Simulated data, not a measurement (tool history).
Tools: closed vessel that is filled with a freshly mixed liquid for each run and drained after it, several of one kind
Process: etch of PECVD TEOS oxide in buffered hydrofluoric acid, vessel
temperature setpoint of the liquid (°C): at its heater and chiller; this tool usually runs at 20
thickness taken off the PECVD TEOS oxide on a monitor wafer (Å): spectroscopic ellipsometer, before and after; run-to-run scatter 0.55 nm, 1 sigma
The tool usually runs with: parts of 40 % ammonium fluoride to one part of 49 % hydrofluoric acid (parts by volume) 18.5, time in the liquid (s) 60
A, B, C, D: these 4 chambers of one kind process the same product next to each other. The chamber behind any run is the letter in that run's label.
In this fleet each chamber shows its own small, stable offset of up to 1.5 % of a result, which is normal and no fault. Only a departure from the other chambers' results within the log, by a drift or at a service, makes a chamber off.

run   hour  temperature setpoint of the liquid (°C)  parts of 40 % ammonium fluoride to one part of 49 % hydrofluoric acid (parts by volume)  time in the liquid (s)  hours since the thermometer was replaced  hours since the hydrofluoric acid flow meter was replaced  read-back film thickness of the PECVD TEOS oxide reference wafer, read on the same gauge (nm)  thickness taken off the PECVD TEOS oxide on a monitor wafer (Å)
 1A    6.5                                       20                                                                                     18.5                      60                                      31.4                                                      220.8                                                                                         49.969                                                           630.38
 2D     12                                       20                                                                                     18.5                      60                                     379.5                                                     1097.7                                                                                          49.96                                                           626.32
 3C   18.3                                       20                                                                                     18.5                      60                                    1217.7                                                      352.6                                                                                          50.07                                                           623.89
 4B   26.2                                       20                                                                                     18.5                      60                                    2044.2                                                      565.1                                                                                          50.02                                                            630.4
 5C   34.1                                       20                                                                                     18.5                      60                                    1233.5                                                      368.4                                                                                         50.018                                                           620.39
        39  -- chamber B: hydrofluoric acid flow meter replaced
 6D   40.5                                       20                                                                                     18.5                      60                                       408                                                     1126.2                                                                                             50                                                           625.04
 7A   47.1                                       20                                                                                       13                      60                                        72                                                      261.4                                                                                         50.024                                                           896.68
 8B     53                                       20                                                                                       13                      60                                      2071                                                         14                                                                                         50.028                                                           875.28
 9C   59.9                                       20                                                                                       13                      60                                    1259.3                                                      394.2                                                                                         50.029                                                            890.3
10D   64.5                                       20                                                                                       13                      60                                       432                                                     1150.2                                                                                         49.984                                                           887.47
11A   70.2                                       20                                                                                     18.5                      60                                      95.1                                                      284.5                                                                                         50.011                                                           628.34
12B   74.9                                       17                                                                                       24                      60                                    2092.9                                                       35.9                                                                                         50.022                                                            431.2
13A   80.6                                       17                                                                                       24                      60                                     105.5                                                      294.9                                                                                          49.99                                                           424.24
      86.8  -- chamber D: hydrofluoric acid flow meter replaced
14B   87.4                                       17                                                                                       24                      60                                    2105.4                                                       48.4                                                                                         49.967                                                           432.38
15C   94.8                                       17                                                                                       24                      60                                    1294.2                                                      429.1                                                                                          50.03                                                           421.57
16D  103.3                                       20                                                                                     18.5                      60                                     470.8                                                       16.5                                                                                             50                                                           628.05
17D  107.3                                       20                                                                                     18.5                      60                                     474.8                                                       20.5                                                                                         50.017                                                            629.9
18C  114.1                                       20                                                                                     18.5                      60                                    1313.5                                                      448.4                                                                                         50.001                                                           607.17
19B  119.2                                       20                                                                                     15.5                      60                                    2137.2                                                       80.2                                                                                         50.038                                                           759.18
20A    124                                       20                                                                                     15.5                      60                                     148.9                                                      338.3                                                                                         49.933                                                           766.21
21C  130.3                                       20                                                                                     15.5                      60                                    1329.7                                                      464.6                                                                                         50.045                                                           722.85
22A  134.1                                       20                                                                                     15.5                      60                                       159                                                      348.4                                                                                         49.965                                                           755.11
23B  141.6                                       20                                                                                     18.5                      60                                    2159.6                                                      102.6                                                                                         49.976                                                           637.99
24D  148.7                                       20                                                                                     18.5                      60                                     516.2                                                       61.9                                                                                         49.963                                                           616.59
25C  154.1                                       20                                                                                     18.5                      60                                    1353.5                                                      488.4                                                                                          49.94                                                           617.27
26B  158.4                                       20                                                                                     18.5                      60                                    2176.4                                                      119.4                                                                                          49.95                                                           628.62
27D  163.1                                       20                                                                                     18.5                      60                                     530.6                                                       76.3                                                                                         49.979                                                            634.5
28A  167.7                                       20                                                                                     18.5                      60                                     192.6                                                        382                                                                                         49.989                                                           626.27
29A    175                                     21.5                                                                                     18.5                      40                                     199.9                                                      389.3                                                                                         50.011                                                           449.62
30D  181.5                                     21.5                                                                                     18.5                      40                                       549                                                       94.7                                                                                         50.054                                                              453
31C  186.9                                     21.5                                                                                     18.5                      40                                    1386.3                                                      521.2                                                                                         50.007                                                            433.6
32B  193.4                                     21.5                                                                                     18.5                      40                                    2211.4                                                      154.4                                                                                         49.977                                                           464.14
33B  198.8                                       20                                                                                     18.5                      60                                    2216.8                                                      159.8                                                                                         49.938                                                           625.29
34C  204.6                                       20                                                                                     18.5                      60                                      1404                                                      538.9                                                                                         49.937                                                           597.63
35D  212.8                                       20                                                                                     18.5                      60                                     580.3                                                        126                                                                                         50.023                                                           632.95
36A  220.7                                       20                                                                                     18.5                      60                                     245.6                                                        435                                                                                         49.968                                                           613.86
37D  227.9                                       20                                                                                     18.5                      60                                     595.4                                                      141.1                                                                                         50.008                                                           633.71
38C  235.8                                       20                                                                                     18.5                      60                                    1435.2                                                      570.1                                                                                         49.991                                                           579.35
39B  240.7                                       20                                                                                     18.5                      60                                    2258.7                                                      201.7                                                                                         50.017                                                           629.42
40A  249.1                                       20                                                                                     18.5                      60                                       274                                                      463.4                                                                                         49.942                                                           638.23
41A  256.8                                       20                                                                                     13.5                      70                                     281.7                                                      471.1                                                                                         49.954                                                           995.48

What goes on in this fleet: one chamber off, a drifting gauge, or nothing beyond the chambers' own small offsets? Name the chamber and the cause, if any.

One chamber, C, drifts off from the rest bit by bit.
Most likely cause: hydrofluoric acid flow below the setpoint (%) = 7.4.
With only this log, it may be confused with: liquid colder than its thermometer reads (K).

Here are 4 candidates for chamber C's next run, each the usual settings with a change, their results left as question marks. Which one brings its results back in line with what the others give on the usual settings?
In-line tolerance around the mean of the other chambers on the usual settings: thickness taken off the PECVD TEOS oxide on a monitor wafer (Å) 19
42C-1  263.1                                       20                                                                                       18                      60                                                                                                                                                                                                                                                                    ?
42C-2  263.1                                       20                                                                                       17                      60                                                                                                                                                                                                                                                                    ?
42C-3  263.1                                       20                                                                                     19.5                      60                                                                                                                                                                                                                                                                    ?
42C-4  263.1                                     19.5                                                                                       20                      60                                                                                                                                                                                                                                                                    ?

Mean of the other chambers on the usual settings: thickness taken off the PECVD TEOS oxide on a monitor wafer (Å) 627.4
  run  thickness taken off the PECVD TEOS oxide on a monitor wafer (Å)
42C-1                                                           587.82
42C-2                                                           621.42
42C-3                                                           552.06
42C-4                                                           527.58
It is 42C-2 that realigns the chamber with its peers.
